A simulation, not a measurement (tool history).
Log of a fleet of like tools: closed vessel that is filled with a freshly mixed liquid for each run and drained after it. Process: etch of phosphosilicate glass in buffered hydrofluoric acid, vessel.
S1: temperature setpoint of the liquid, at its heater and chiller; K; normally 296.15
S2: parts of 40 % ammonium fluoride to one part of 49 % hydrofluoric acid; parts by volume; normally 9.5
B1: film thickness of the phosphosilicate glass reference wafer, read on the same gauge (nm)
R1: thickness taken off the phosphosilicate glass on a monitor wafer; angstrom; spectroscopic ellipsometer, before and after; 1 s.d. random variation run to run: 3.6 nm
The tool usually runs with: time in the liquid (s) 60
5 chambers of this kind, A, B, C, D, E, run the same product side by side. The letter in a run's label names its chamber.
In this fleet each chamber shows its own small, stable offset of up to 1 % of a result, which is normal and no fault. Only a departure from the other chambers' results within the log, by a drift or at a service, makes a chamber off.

Run 1D, day 0.183: usual settings; B1 100. Result: R1 4282.4 angstrom.
Run 2B, day 0.525: usual settings; B1 100.02. Result: R1 4305.5 angstrom.
Run 3C, day 0.908: usual settings; B1 99.996. Result: R1 4294.3 angstrom.
Run 4E, day 1.129: usual settings; B1 100.01. Result: R1 4269 angstrom.
Run 5A, day 1.496: usual settings but time in the liquid (s) 70; B1 100.01. Result: R1 5094.9 angstrom.
Run 6B, day 1.8: usual settings but time in the liquid (s) 70; B1 99.965. Result: R1 5064.6 angstrom.
Run 7E, day 2.15: usual settings but time in the liquid (s) 70; B1 99.962. Result: R1 4856.1 angstrom.
Run 8A, day 2.508: usual settings but time in the liquid (s) 70; B1 99.967. Result: R1 4931.5 angstrom.
Run 9D, day 2.729: usual settings but time in the liquid (s) 70; B1 99.977. Result: R1 5015.6 angstrom.
Run 10C, day 2.988: usual settings but time in the liquid (s) 75; B1 99.998. Result: R1 5343.9 angstrom.
Run 11C, day 3.275: usual settings but time in the liquid (s) 75; B1 99.989. Result: R1 5355.1 angstrom.
Run 12E, day 3.5: usual settings but time in the liquid (s) 75; B1 100.01. Result: R1 5213.2 angstrom.
Run 13B, day 3.729: usual settings but time in the liquid (s) 75; B1 100. Result: R1 5270.1 angstrom.
Run 14D, day 3.971: usual settings but time in the liquid (s) 75; B1 100.01. Result: R1 5384.5 angstrom.
Run 15A, day 4.275: usual settings; B1 99.994. Result: R1 4302.6 angstrom.
Run 16E, day 4.662: usual settings; B1 99.981. Result: R1 4235.9 angstrom.
Run 17D, day 4.912: usual settings; B1 100.02. Result: R1 4313.3 angstrom.
Run 18C, day 5.312: usual settings but time in the liquid (s) 40; B1 99.954. Result: R1 2828.8 angstrom.
Run 19A, day 5.712: usual settings but time in the liquid (s) 40; B1 100.02. Result: R1 2848.6 angstrom.
Run 20B, day 6.129: usual settings but time in the liquid (s) 40; B1 100.02. Result: R1 2786.5 angstrom.
Run 21A, day 6.471: usual settings but time in the liquid (s) 40; B1 100.02. Result: R1 2844.6 angstrom.
Run 22B, day 6.825: usual settings but time in the liquid (s) 40; B1 99.977. Result: R1 2777.4 angstrom.
Run 23D, day 7.192: usual settings; B1 100.01. Result: R1 4270 angstrom.
Run 24C, day 7.429: usual settings; B1 99.977. Result: R1 4269.9 angstrom.
Run 25E, day 7.854: usual settings; B1 100.02. Result: R1 4187.8 angstrom.
At day 8.05: chamber B: hydrofluoric acid flow meter replaced.
Run 26E, day 8.104: usual settings; B1 100. Result: R1 4230.2 angstrom.
Run 27B, day 8.508: usual settings; B1 99.979. Result: R1 4036.4 angstrom.
Run 28A, day 8.888: usual settings; B1 100.01. Result: R1 4249.5 angstrom.
Run 29C, day 9.258: usual settings; B1 100.01. Result: R1 4275.7 angstrom.
Run 30D, day 9.612: usual settings; B1 100.01. Result: R1 4261.5 angstrom.
At day 9.742: chamber D: thermometer replaced.
Run 31A, day 9.933: usual settings; B1 100. Result: R1 4278.8 angstrom.
Run 32B, day 10.188: usual settings; B1 100.04. Result: R1 4088.1 angstrom.
Run 33D, day 10.396: usual settings; B1 100.02. Result: R1 4337.5 angstrom.
At day 10.604: chamber A: hydrofluoric acid flow meter replaced.
Run 34E, day 10.762: usual settings; B1 99.984. Result: R1 4250.9 angstrom.
Run 35C, day 11.008: usual settings; B1 99.981. Result: R1 4238.3 angstrom.
Run 36C, day 11.404: usual settings but time in the liquid (s) 45; B1 100.01. Result: R1 3209 angstrom.
Run 37A, day 11.8: usual settings but time in the liquid (s) 45; B1 99.987. Result: R1 3246 angstrom.
Run 38E, day 12.125: usual settings but time in the liquid (s) 45; B1 100. Result: R1 3188.1 angstrom.
Run 39D, day 12.479: usual settings but time in the liquid (s) 45; B1 99.983. Result: R1 3191.3 angstrom.
Run 40B, day 12.904: usual settings but time in the liquid (s) 45; B1 99.971. Result: R1 2930.9 angstrom.
Run 41D, day 13.329: usual settings; B1 99.964. Result: R1 4285.9 angstrom.

Read the log: is a single chamber off, either drifting away or since a service, is the gauge that measures every chamber drifting, or is nothing wrong beyond small per-chamber offsets? Name any odd chamber and what most likely caused it.

Little by little, chamber B moves away from the other chambers.
What lies behind it: liquid colder than its thermometer reads (K) = 1.91.

Chamber B could run next with any of the 4 candidate recipes listed below; each alters the usual settings, and their results appear as question marks. Which one brings its results back in line with what the other chambers deliver on the usual settings?
To be in line, a result may differ from the other chambers' mean on the usual settings by at most: R1 130 angstrom
Run 42B-1, day 13.638: usual settings but time in the liquid (s) 55. Result: R1 ?.
Run 42B-2, day 13.638: usual settings but S2 8.5 parts by volume. Result: R1 ?.
Run 42B-3, day 13.638: usual settings but S2 8 parts by volume. Result: R1 ?.
Run 42B-4, day 13.638: usual settings but S1 293.15 K. Result: R1 ?.

On the usual settings, the other chambers give on average: R1 4258 angstrom
  run      R1
42B-1  3563.7
42B-2    4277
42B-3  4565.6
42B-4  3277.7
Change 42B-2 lands the chamber within the allowed miss of the other chambers.
